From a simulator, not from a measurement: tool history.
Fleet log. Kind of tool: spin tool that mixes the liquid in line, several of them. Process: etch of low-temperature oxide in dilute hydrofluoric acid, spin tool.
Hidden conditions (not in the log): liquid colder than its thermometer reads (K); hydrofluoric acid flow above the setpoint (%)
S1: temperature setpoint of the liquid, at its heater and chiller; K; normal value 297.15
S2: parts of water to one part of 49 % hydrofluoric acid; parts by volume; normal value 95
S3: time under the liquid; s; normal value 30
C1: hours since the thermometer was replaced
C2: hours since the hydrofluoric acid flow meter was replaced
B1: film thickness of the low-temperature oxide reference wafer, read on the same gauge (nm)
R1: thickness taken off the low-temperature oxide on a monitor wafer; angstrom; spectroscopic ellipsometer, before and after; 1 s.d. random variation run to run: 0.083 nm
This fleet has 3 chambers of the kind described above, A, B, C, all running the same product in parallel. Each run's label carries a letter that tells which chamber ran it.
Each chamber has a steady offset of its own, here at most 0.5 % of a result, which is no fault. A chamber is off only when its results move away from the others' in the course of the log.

{"run": "1A", "hour": 11.9, "S1": 297.15, "S2": 95, "S3": 30, "C1": 133.4, "C2": 769.7, "B1": 40.014, "R1": 94.129}
{"run": "2B", "hour": 20.2, "S1": 297.15, "S2": 95, "S3": 30, "C1": 1423.6, "C2": 318.9, "B1": 39.977, "R1": 94.379}
{"run": "3C", "hour": 28.9, "S1": 297.15, "S2": 95, "S3": 30, "C1": 1215.0, "C2": 1107.3, "B1": 39.978, "R1": 94.654}
{"run": "4A", "hour": 37.0, "S1": 297.15, "S2": 95, "S3": 30, "C1": 158.5, "C2": 794.8, "B1": 40.012, "R1": 93.94}
{"run": "5C", "hour": 43.2, "S1": 302.15, "S2": 95, "S3": 30, "C1": 1229.3, "C2": 1121.6, "B1": 39.989, "R1": 114.89}
{"hour": 43.7, "done": "chamber C: hydrofluoric acid flow meter replaced"}
{"run": "6B", "hour": 51.0, "S1": 302.15, "S2": 95, "S3": 30, "C1": 1454.4, "C2": 349.7, "B1": 39.997, "R1": 114.47}
{"run": "7B", "hour": 56.8, "S1": 302.15, "S2": 95, "S3": 30, "C1": 1460.2, "C2": 355.5, "B1": 40.009, "R1": 114.58}
{"run": "8A", "hour": 64.1, "S1": 297.15, "S2": 95, "S3": 30, "C1": 185.6, "C2": 821.9, "B1": 40.008, "R1": 93.665}
{"run": "9C", "hour": 74.9, "S1": 297.15, "S2": 80, "S3": 30, "C1": 1261.0, "C2": 31.3, "B1": 39.977, "R1": 113.69}
{"run": "10A", "hour": 82.8, "S1": 297.15, "S2": 80, "S3": 30, "C1": 204.3, "C2": 840.6, "B1": 39.989, "R1": 112.55}
{"run": "11C", "hour": 94.3, "S1": 297.15, "S2": 80, "S3": 30, "C1": 1280.4, "C2": 50.7, "B1": 40.0, "R1": 113.12}
{"run": "12B", "hour": 102.7, "S1": 297.15, "S2": 95, "S3": 30, "C1": 1506.1, "C2": 401.4, "B1": 39.991, "R1": 93.927}
{"run": "13A", "hour": 112.8, "S1": 297.15, "S2": 95, "S3": 30, "C1": 234.3, "C2": 870.6, "B1": 40.007, "R1": 93.232}
{"run": "14B", "hour": 125.0, "S1": 297.15, "S2": 95, "S3": 30, "C1": 1528.4, "C2": 423.7, "B1": 40.015, "R1": 93.258}
{"run": "15C", "hour": 132.6, "S1": 297.15, "S2": 95, "S3": 30, "C1": 1318.7, "C2": 89.0, "B1": 39.997, "R1": 93.192}
{"run": "16B", "hour": 138.1, "S1": 297.15, "S2": 95, "S3": 30, "C1": 1541.5, "C2": 436.8, "B1": 39.959, "R1": 93.862}
{"run": "17A", "hour": 149.3, "S1": 297.15, "S2": 95, "S3": 30, "C1": 270.8, "C2": 907.1, "B1": 40.015, "R1": 93.85}
{"run": "18C", "hour": 159.8, "S1": 297.15, "S2": 95, "S3": 30, "C1": 1345.9, "C2": 116.2, "B1": 39.999, "R1": 93.117}
{"run": "19A", "hour": 170.3, "S1": 297.15, "S2": 135, "S3": 15, "C1": 291.8, "C2": 928.1, "B1": 39.978, "R1": 32.005}
{"run": "20B", "hour": 176.7, "S1": 297.15, "S2": 135, "S3": 15, "C1": 1580.1, "C2": 475.4, "B1": 40.003, "R1": 31.722}
{"run": "21C", "hour": 186.4, "S1": 297.15, "S2": 135, "S3": 15, "C1": 1372.5, "C2": 142.8, "B1": 39.997, "R1": 31.338}
{"run": "22A", "hour": 193.3, "S1": 297.15, "S2": 95, "S3": 30, "C1": 314.8, "C2": 951.1, "B1": 39.976, "R1": 94.872}
{"run": "23C", "hour": 199.0, "S1": 297.15, "S2": 95, "S3": 30, "C1": 1385.1, "C2": 155.4, "B1": 40.013, "R1": 94.72}
{"run": "24B", "hour": 210.8, "S1": 297.15, "S2": 95, "S3": 30, "C1": 1614.2, "C2": 509.5, "B1": 40.011, "R1": 93.313}
{"run": "25B", "hour": 221.9, "S1": 293.15, "S2": 130, "S3": 30, "C1": 1625.3, "C2": 520.6, "B1": 39.998, "R1": 55.979}
{"run": "26C", "hour": 228.4, "S1": 293.15, "S2": 130, "S3": 30, "C1": 1414.5, "C2": 184.8, "B1": 39.963, "R1": 56.545}
{"run": "27A", "hour": 235.8, "S1": 293.15, "S2": 130, "S3": 30, "C1": 357.3, "C2": 993.6, "B1": 40.019, "R1": 59.04}
{"run": "28C", "hour": 247.6, "S1": 297.15, "S2": 95, "S3": 30, "C1": 1433.7, "C2": 204.0, "B1": 39.97, "R1": 93.773}
{"run": "29B", "hour": 254.9, "S1": 294.65, "S2": 95, "S3": 15, "C1": 1658.3, "C2": 553.6, "B1": 39.983, "R1": 42.705}
{"run": "30A", "hour": 263.1, "S1": 294.65, "S2": 95, "S3": 15, "C1": 384.6, "C2": 1020.9, "B1": 40.019, "R1": 44.128}
{"run": "31C", "hour": 275.1, "S1": 294.65, "S2": 95, "S3": 15, "C1": 1461.2, "C2": 231.5, "B1": 40.007, "R1": 42.378}
{"run": "32A", "hour": 281.9, "S1": 297.15, "S2": 95, "S3": 30, "C1": 403.4, "C2": 1039.7, "B1": 39.981, "R1": 99.275}
{"run": "33B", "hour": 292.3, "S1": 297.15, "S2": 95, "S3": 30, "C1": 1695.7, "C2": 591.0, "B1": 40.008, "R1": 92.765}
{"run": "34B", "hour": 303.2, "S1": 297.15, "S2": 95, "S3": 30, "C1": 1706.6, "C2": 601.9, "B1": 40.004, "R1": 93.689}
{"hour": 312.5, "done": "chamber C: thermometer replaced"}
{"run": "35C", "hour": 314.2, "S1": 297.15, "S2": 95, "S3": 30, "C1": 1.7, "C2": 270.6, "B1": 40.026, "R1": 93.364}
{"run": "36A", "hour": 323.1, "S1": 297.15, "S2": 95, "S3": 30, "C1": 444.6, "C2": 1080.9, "B1": 40.005, "R1": 100.08}
{"run": "37A", "hour": 333.8, "S1": 297.15, "S2": 95, "S3": 30, "C1": 455.3, "C2": 1091.6, "B1": 40.023, "R1": 101.44}

Predict what each chamber gives when all 3 of them run the settings below next.
{"run": "38A", "hour": 342.7, "S1": 297.15, "S2": 95, "S3": 25, "R1": "?"}
{"run": "38B", "hour": 342.7, "S1": 297.15, "S2": 95, "S3": 25, "R1": "?"}
{"run": "38C", "hour": 342.7, "S1": 297.15, "S2": 95, "S3": 25, "R1": "?"}

run=38A R1=84.243
run=38B R1=76.924
run=38C R1=78.440
